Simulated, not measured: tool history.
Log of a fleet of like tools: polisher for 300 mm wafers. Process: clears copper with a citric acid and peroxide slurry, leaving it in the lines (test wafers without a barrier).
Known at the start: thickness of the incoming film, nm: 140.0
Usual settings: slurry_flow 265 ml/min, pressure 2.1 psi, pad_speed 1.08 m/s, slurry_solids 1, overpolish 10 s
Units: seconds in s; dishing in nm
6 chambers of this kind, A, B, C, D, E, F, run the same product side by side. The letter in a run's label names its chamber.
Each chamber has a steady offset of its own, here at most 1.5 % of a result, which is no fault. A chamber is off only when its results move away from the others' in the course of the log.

run 1B hour=3.5 | slurry_flow=265 pressure=2.1 pad_speed=1.08 slurry_solids=1 overpolish=10 | seconds=96.871 dishing=10.723
run 2E hour=8 | slurry_flow=265 pressure=2.1 pad_speed=1.08 slurry_solids=1 overpolish=10 | seconds=97.575 dishing=10.924
-- hour=8.3 chamber B: worn pad replaced by a new one
run 3F hour=14.2 | slurry_flow=265 pressure=2.1 pad_speed=1.08 slurry_solids=1 overpolish=10 | seconds=97.579 dishing=10.911
run 4D hour=20.7 | slurry_flow=265 pressure=2.1 pad_speed=1.08 slurry_solids=1 overpolish=10 | seconds=96.857 dishing=10.601
-- hour=24.4 chamber D: slurry blender recalibrated
run 5A hour=26.1 | slurry_flow=265 pressure=2.1 pad_speed=1.08 slurry_solids=1 overpolish=10 | seconds=96.751 dishing=10.991
run 6C hour=32.2 | slurry_flow=265 pressure=2.1 pad_speed=1.08 slurry_solids=1 overpolish=10 | seconds=98.635 dishing=11.119
-- hour=36.2 chamber F: slurry blender recalibrated
run 7A hour=39.1 | slurry_flow=265 pressure=2.1 pad_speed=1.08 slurry_solids=1 overpolish=10 | seconds=96.295 dishing=11.187
run 8E hour=45 | slurry_flow=265 pressure=2.1 pad_speed=1.44 slurry_solids=1 overpolish=10 | seconds=73.356 dishing=13.878
run 9D hour=49.6 | slurry_flow=265 pressure=2.1 pad_speed=1.44 slurry_solids=1 overpolish=10 | seconds=72.542 dishing=13.989
-- hour=51.5 chamber D: worn pad replaced by a new one
-- hour=53.5 chamber F: worn pad replaced by a new one
run 10B hour=53.7 | slurry_flow=265 pressure=2.1 pad_speed=1.44 slurry_solids=1 overpolish=10 | seconds=73.812 dishing=14.003
run 11C hour=58.9 | slurry_flow=265 pressure=2.1 pad_speed=1.44 slurry_solids=1 overpolish=10 | seconds=73.593 dishing=14.224
run 12F hour=61.9 | slurry_flow=265 pressure=2.1 pad_speed=1.44 slurry_solids=1 overpolish=10 | seconds=74.98 dishing=14.438
run 13B hour=65.6 | slurry_flow=265 pressure=2.1 pad_speed=1.44 slurry_solids=1 overpolish=10 | seconds=73.199 dishing=14.205
run 14D hour=69.1 | slurry_flow=265 pressure=2.1 pad_speed=1.08 slurry_solids=1 overpolish=10 | seconds=93.699 dishing=10.745
run 15E hour=72.3 | slurry_flow=265 pressure=2.1 pad_speed=1.08 slurry_solids=1 overpolish=10 | seconds=99.252 dishing=10.637
-- hour=72.9 chamber B: worn pad replaced by a new one
-- hour=74.2 chamber E: slurry blender recalibrated
run 16A hour=76.7 | slurry_flow=265 pressure=2.1 pad_speed=1.08 slurry_solids=1 overpolish=10 | seconds=96.131 dishing=11.247
-- hour=79.3 chamber A: slurry blender recalibrated
run 17F hour=82.3 | slurry_flow=265 pressure=2.1 pad_speed=1.08 slurry_solids=1 overpolish=10 | seconds=97.347 dishing=11.058
-- hour=82.6 chamber E: worn pad replaced by a new one
run 18C hour=86.4 | slurry_flow=265 pressure=2.1 pad_speed=1.08 slurry_solids=1 overpolish=10 | seconds=95.631 dishing=10.755
run 19F hour=90.6 | slurry_flow=265 pressure=2.1 pad_speed=1.08 slurry_solids=1.2 overpolish=14 | seconds=94.549 dishing=15.294
run 20B hour=97 | slurry_flow=265 pressure=2.1 pad_speed=1.08 slurry_solids=1.2 overpolish=14 | seconds=93.925 dishing=15.163
-- hour=99.7 chamber A: worn pad replaced by a new one
run 21E hour=100.1 | slurry_flow=265 pressure=2.1 pad_speed=1.08 slurry_solids=1.2 overpolish=14 | seconds=93.203 dishing=15.759
-- hour=100.7 chamber C: worn pad replaced by a new one
run 22D hour=106.8 | slurry_flow=265 pressure=2.1 pad_speed=1.08 slurry_solids=1.2 overpolish=14 | seconds=92.579 dishing=15.263
run 23A hour=112.8 | slurry_flow=265 pressure=2.1 pad_speed=1.08 slurry_solids=1.2 overpolish=14 | seconds=91.671 dishing=15.55
run 24C hour=117.6 | slurry_flow=265 pressure=2.1 pad_speed=1.08 slurry_solids=1.2 overpolish=14 | seconds=92.788 dishing=15.69
-- hour=121.2 chamber C: head pressure recalibrated
run 25F hour=123.6 | slurry_flow=265 pressure=2.1 pad_speed=1.08 slurry_solids=1 overpolish=10 | seconds=99.431 dishing=10.955
run 26E hour=126.6 | slurry_flow=265 pressure=2.1 pad_speed=1.08 slurry_solids=1 overpolish=10 | seconds=98.012 dishing=11.01
run 27C hour=131.9 | slurry_flow=265 pressure=2.1 pad_speed=1.08 slurry_solids=1 overpolish=10 | seconds=96.004 dishing=10.678
run 28B hour=137.6 | slurry_flow=265 pressure=2.1 pad_speed=1.08 slurry_solids=1 overpolish=10 | seconds=97.156 dishing=10.645
-- hour=138.5 chamber B: worn pad replaced by a new one
run 29A hour=143.1 | slurry_flow=265 pressure=2.1 pad_speed=1.08 slurry_solids=1 overpolish=10 | seconds=97.048 dishing=11.124
run 30D hour=146.3 | slurry_flow=265 pressure=2.1 pad_speed=1.08 slurry_solids=1 overpolish=10 | seconds=97.8 dishing=10.756
run 31B hour=151.1 | slurry_flow=265 pressure=2.1 pad_speed=1.08 slurry_solids=1 overpolish=10 | seconds=97.559 dishing=10.297
-- hour=152.5 chamber D: slurry nozzle cleaned
-- hour=154.1 chamber D: worn pad replaced by a new one
run 32C hour=157.9 | slurry_flow=195 pressure=2.1 pad_speed=1.08 slurry_solids=1 overpolish=13 | seconds=101.83 dishing=13.705
run 33F hour=164.6 | slurry_flow=195 pressure=2.1 pad_speed=1.08 slurry_solids=1 overpolish=13 | seconds=102.37 dishing=13.611
-- hour=168.1 chamber F: worn pad replaced by a new one
run 34D hour=170.5 | slurry_flow=195 pressure=2.1 pad_speed=1.08 slurry_solids=1 overpolish=13 | seconds=100.2 dishing=13.321
run 35A hour=175.2 | slurry_flow=195 pressure=2.1 pad_speed=1.08 slurry_solids=1 overpolish=13 | seconds=101.05 dishing=13.106
run 36E hour=180.4 | slurry_flow=195 pressure=2.1 pad_speed=1.08 slurry_solids=1 overpolish=13 | seconds=100.62 dishing=13.49
run 37F hour=183.5 | slurry_flow=195 pressure=2.1 pad_speed=1.08 slurry_solids=1 overpolish=13 | seconds=100.36 dishing=13.336
-- hour=185.8 chamber B: slurry nozzle cleaned
-- hour=188.5 chamber A: worn pad replaced by a new one
run 38D hour=188.8 | slurry_flow=265 pressure=2.1 pad_speed=1.08 slurry_solids=1 overpolish=10 | seconds=98.795 dishing=11.27
-- hour=191.9 chamber C: worn pad replaced by a new one
-- hour=192.3 chamber B: slurry blender recalibrated
run 39C hour=193.1 | slurry_flow=265 pressure=2.1 pad_speed=1.08 slurry_solids=1 overpolish=10 | seconds=96.444 dishing=11.217
run 40E hour=199.1 | slurry_flow=265 pressure=2.1 pad_speed=1.08 slurry_solids=1 overpolish=10 | seconds=98.334 dishing=10.709
run 41A hour=205.1 | slurry_flow=265 pressure=2.1 pad_speed=1.08 slurry_solids=1 overpolish=10 | seconds=97.231 dishing=10.991
run 42B hour=208.6 | slurry_flow=265 pressure=2.1 pad_speed=1.08 slurry_solids=1 overpolish=10 | seconds=96.03 dishing=10.746

Is one chamber off against the others, does the gauge drift, or is nothing wrong? If a chamber is off, say which, and what the likeliest cause is.

No chamber stands off beyond its own small offset, and the gauge holds steady.

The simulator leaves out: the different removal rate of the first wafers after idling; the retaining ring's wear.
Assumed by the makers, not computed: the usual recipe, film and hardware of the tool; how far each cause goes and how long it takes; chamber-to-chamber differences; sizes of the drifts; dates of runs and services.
